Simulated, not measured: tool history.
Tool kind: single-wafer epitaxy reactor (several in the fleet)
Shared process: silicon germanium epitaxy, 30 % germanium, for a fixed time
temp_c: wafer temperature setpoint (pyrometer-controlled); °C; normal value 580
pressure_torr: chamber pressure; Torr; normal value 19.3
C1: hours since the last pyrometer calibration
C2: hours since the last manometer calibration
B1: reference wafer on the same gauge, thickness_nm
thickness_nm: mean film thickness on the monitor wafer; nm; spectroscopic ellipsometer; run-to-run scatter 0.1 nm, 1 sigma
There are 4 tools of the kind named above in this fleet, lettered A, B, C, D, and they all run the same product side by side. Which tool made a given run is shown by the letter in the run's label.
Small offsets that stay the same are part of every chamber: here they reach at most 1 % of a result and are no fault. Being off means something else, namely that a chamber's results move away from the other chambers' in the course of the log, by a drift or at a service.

Run 1D, hour 5.6: usual settings; C1 1454.8; C2 759.2; B1 33.31. Result: thickness_nm 40.028 nm.
Run 2A, hour 9.8: usual settings; C1 409.9; C2 903.4; B1 33.306. Result: thickness_nm 40.01 nm.
Run 3B, hour 12.7: usual settings; C1 1180.8; C2 1644.1; B1 33.299. Result: thickness_nm 39.987 nm.
Run 4C, hour 17.8: usual settings; C1 1785.8; C2 2322; B1 33.313. Result: thickness_nm 39.886 nm.
At hour 21.9: chamber C: capacitance manometer re-zeroed and calibrated.
Run 5D, hour 22.9: usual settings; C1 1472.1; C2 776.5; B1 33.295. Result: thickness_nm 39.934 nm.
Run 6C, hour 28.4: usual settings but pressure_torr 15 Torr; C1 1796.4; C2 6.5; B1 33.29. Result: thickness_nm 35.925 nm.
Run 7A, hour 31: usual settings but pressure_torr 15 Torr; C1 431.1; C2 924.6; B1 33.29. Result: thickness_nm 36.186 nm.
Run 8B, hour 34.4: usual settings but pressure_torr 15 Torr; C1 1202.5; C2 1665.8; B1 33.323. Result: thickness_nm 36.164 nm.
Run 9C, hour 37.7: usual settings but pressure_torr 15 Torr; C1 1805.7; C2 15.8; B1 33.286. Result: thickness_nm 36.16 nm.
Run 10A, hour 42.5: usual settings; C1 442.6; C2 936.1; B1 33.287. Result: thickness_nm 40.092 nm.
Run 11D, hour 48: usual settings; C1 1497.2; C2 801.6; B1 33.292. Result: thickness_nm 39.707 nm.
Run 12B, hour 53.5: usual settings but temp_c 590 °C; C1 1221.6; C2 1684.9; B1 33.313. Result: thickness_nm 47.886 nm.
Run 13D, hour 59.1: usual settings but temp_c 590 °C; C1 1508.3; C2 812.7; B1 33.307. Result: thickness_nm 48.211 nm.
At hour 63: chamber B: capacitance manometer re-zeroed and calibrated.
Run 14C, hour 63: usual settings but temp_c 590 °C; C1 1831; C2 41.1; B1 33.305. Result: thickness_nm 47.921 nm.
Run 15A, hour 68.2: usual settings but temp_c 590 °C; C1 468.3; C2 961.8; B1 33.288. Result: thickness_nm 48.279 nm.
Run 16B, hour 72.5: usual settings; C1 1240.6; C2 9.5; B1 33.322. Result: thickness_nm 40.615 nm.
Run 17A, hour 76.9: usual settings; C1 477; C2 970.5; B1 33.31. Result: thickness_nm 40.079 nm.
Run 18D, hour 80.7: usual settings; C1 1529.9; C2 834.3; B1 33.298. Result: thickness_nm 39.868 nm.
Run 19C, hour 86.1: usual settings; C1 1854.1; C2 64.2; B1 33.299. Result: thickness_nm 39.921 nm.
Run 20B, hour 90: usual settings but temp_c 566 °C, pressure_torr 16.6 Torr; C1 1258.1; C2 27; B1 33.317. Result: thickness_nm 29.413 nm.
Run 21A, hour 93.5: usual settings but temp_c 566 °C, pressure_torr 16.6 Torr; C1 493.6; C2 987.1; B1 33.319. Result: thickness_nm 28.689 nm.
Run 22B, hour 98.1: usual settings but temp_c 566 °C, pressure_torr 16.6 Torr; C1 1266.2; C2 35.1; B1 33.299. Result: thickness_nm 29.386 nm.
Run 23C, hour 101: usual settings but temp_c 566 °C, pressure_torr 16.6 Torr; C1 1869; C2 79.1; B1 33.309. Result: thickness_nm 28.616 nm.
Run 24D, hour 103.9: usual settings; C1 1553.1; C2 857.5; B1 33.309. Result: thickness_nm 39.818 nm.
Run 25B, hour 108.8: usual settings; C1 1276.9; C2 45.8; B1 33.291. Result: thickness_nm 40.706 nm.
Run 26A, hour 114.3: usual settings; C1 514.4; C2 1007.9; B1 33.29. Result: thickness_nm 39.891 nm.
Run 27C, hour 117.9: usual settings; C1 1885.9; C2 96; B1 33.3. Result: thickness_nm 39.715 nm.
Run 28D, hour 122.6: usual settings; C1 1571.8; C2 876.2; B1 33.317. Result: thickness_nm 39.813 nm.
Run 29D, hour 127.2: usual settings; C1 1576.4; C2 880.8; B1 33.293. Result: thickness_nm 39.753 nm.
Run 30C, hour 130.9: usual settings; C1 1898.9; C2 109; B1 33.296. Result: thickness_nm 40.002 nm.
Run 31A, hour 135.6: usual settings; C1 535.7; C2 1029.2; B1 33.308. Result: thickness_nm 40.224 nm.
Run 32B, hour 139.1: usual settings but temp_c 590 °C; C1 1307.2; C2 76.1; B1 33.283. Result: thickness_nm 49.071 nm.
Run 33A, hour 142.2: usual settings but temp_c 590 °C; C1 542.3; C2 1035.8; B1 33.311. Result: thickness_nm 48.39 nm.
Run 34D, hour 147.2: usual settings but temp_c 590 °C; C1 1596.4; C2 900.8; B1 33.305. Result: thickness_nm 47.989 nm.
Run 35C, hour 152.1: usual settings but temp_c 590 °C; C1 1920.1; C2 130.2; B1 33.284. Result: thickness_nm 48.164 nm.
Run 36B, hour 157: usual settings; C1 1325.1; C2 94; B1 33.322. Result: thickness_nm 40.776 nm.
Run 37B, hour 162: usual settings; C1 1330.1; C2 99; B1 33.306. Result: thickness_nm 40.695 nm.
Run 38D, hour 166.4: usual settings; C1 1615.6; C2 920; B1 33.307. Result: thickness_nm 39.982 nm.
Run 39A, hour 171.8: usual settings but temp_c 568 °C, pressure_torr 21.1 Torr; C1 571.9; C2 1065.4; B1 33.288. Result: thickness_nm 32.872 nm.

Read the log: is a single chamber off, either drifting away or since a service, is the gauge that measures every chamber drifting, or is nothing wrong beyond small per-chamber offsets? Name any odd chamber and what most likely caused it.

Chamber B came out of a service off from its peers and stayed that way.
Cause: true pressure above the setpoint (%) = 5.25.

Which of the 4 candidates below, each the usual settings with something changed and its results left as question marks, puts chamber B back in line with what the other chambers give on the usual settings?
Counts as in line when no further than this from what the other chambers average on the usual settings: thickness_nm 0.35 nm
Run 40B-1, hour 175.8: usual settings but pressure_torr 19.6 Torr. Result: thickness_nm ?.
Run 40B-2, hour 175.8: usual settings but temp_c 579 °C, pressure_torr 19.2 Torr. Result: thickness_nm ?.
Run 40B-3, hour 175.8: usual settings but pressure_torr 19 Torr. Result: thickness_nm ?.
Run 40B-4, hour 175.8: usual settings but temp_c 581 °C. Result: thickness_nm ?.

Mean of the other chambers on the usual settings: thickness_nm 39.871 nm
  run  thickness_nm
40B-1        40.995
40B-2        39.904
40B-3        40.497
40B-4        41.521
The right change is 40B-2: it brings the chamber back within the allowed miss of the others.

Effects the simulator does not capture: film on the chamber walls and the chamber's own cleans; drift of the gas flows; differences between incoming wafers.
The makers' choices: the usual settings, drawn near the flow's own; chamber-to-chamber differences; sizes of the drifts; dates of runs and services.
